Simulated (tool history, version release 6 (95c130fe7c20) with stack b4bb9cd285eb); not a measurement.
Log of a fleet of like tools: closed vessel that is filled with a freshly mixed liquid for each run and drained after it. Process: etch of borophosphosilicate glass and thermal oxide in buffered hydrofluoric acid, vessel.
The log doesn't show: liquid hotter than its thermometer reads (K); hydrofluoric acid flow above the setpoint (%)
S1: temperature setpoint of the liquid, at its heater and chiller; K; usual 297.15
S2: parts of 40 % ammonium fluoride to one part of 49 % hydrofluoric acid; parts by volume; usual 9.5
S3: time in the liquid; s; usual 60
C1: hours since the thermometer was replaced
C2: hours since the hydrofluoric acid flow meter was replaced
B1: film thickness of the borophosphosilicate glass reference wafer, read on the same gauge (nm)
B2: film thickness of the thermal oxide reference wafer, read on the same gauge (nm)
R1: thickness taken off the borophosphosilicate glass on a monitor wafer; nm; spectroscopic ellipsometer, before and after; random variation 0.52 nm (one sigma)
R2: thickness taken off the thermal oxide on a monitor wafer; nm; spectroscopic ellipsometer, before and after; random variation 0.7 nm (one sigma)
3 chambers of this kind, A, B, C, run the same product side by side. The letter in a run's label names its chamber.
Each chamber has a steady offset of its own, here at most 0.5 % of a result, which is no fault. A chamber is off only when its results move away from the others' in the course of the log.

run,hour,S1,S2,S3,C1,C2,B1,B2,R1,R2
1C,7.5,297.15,9.5,60,2315.1,190.1,59.955,99.983,153.64,74.359
2A,17.6,297.15,9.5,60,431.9,97.7,59.944,100.010,152.90,73.087
3B,26.0,297.15,9.5,60,836.6,1565.0,59.965,99.979,153.28,74.092
4C,36.7,297.15,9.5,60,2344.3,219.3,60.011,100.020,153.55,72.691
5B,46.8,297.15,9.5,60,857.4,1585.8,59.977,99.996,153.35,73.432
6A,56.4,297.15,9.5,60,470.7,136.5,60.048,99.966,153.65,74.685
7C,68.3,297.15,9.5,60,2375.9,250.9,59.965,100.010,153.87,74.452
8B,77.0,300.65,9.5,60,887.6,1616.0,59.964,100.000,184.98,88.242
9A,84.8,300.65,9.5,60,499.1,164.9,60.018,100.020,185.59,88.719
10A,93.3,300.65,9.5,60,507.6,173.4,59.993,100.000,184.74,87.471
11B,100.1,297.15,9.5,60,910.7,1639.1,60.003,100.000,152.57,74.236
12C,106.3,297.15,9.5,60,2413.9,288.9,60.016,99.982,154.69,72.759
13B,117.7,302.15,9.5,70,928.3,1656.7,60.036,100.030,234.72,113.010
14C,123.2,302.15,9.5,70,2430.8,305.8,59.977,100.020,234.38,110.880
15A,132.1,302.15,9.5,70,546.4,212.2,60.029,100.010,234.06,111.980
16A,138.4,297.15,9.5,60,552.7,218.5,60.015,99.989,153.05,72.522
17B,147.7,297.15,9.5,75,958.3,1686.7,60.020,99.986,191.37,91.580
18C,155.7,297.15,9.5,75,2463.3,338.3,60.055,99.973,193.02,92.404
19A,167.0,297.15,9.5,75,581.3,247.1,59.938,100.030,191.78,91.498
20C,172.2,297.15,9.5,60,2479.8,354.8,59.981,99.974,154.27,72.552
21B,183.4,297.15,9.5,90,994.0,1722.4,59.955,99.994,229.79,109.540

All 3 chambers run these settings next. Forecast each chamber's results:
22A,191.9,297.15,6.5,60,,,,,?,?
22B,191.9,297.15,6.5,60,,,,,?,?
22C,191.9,297.15,6.5,60,,,,,?,?

run,R1,R2
22A,221.68,105.200
22B,222.18,105.880
22C,222.63,105.050

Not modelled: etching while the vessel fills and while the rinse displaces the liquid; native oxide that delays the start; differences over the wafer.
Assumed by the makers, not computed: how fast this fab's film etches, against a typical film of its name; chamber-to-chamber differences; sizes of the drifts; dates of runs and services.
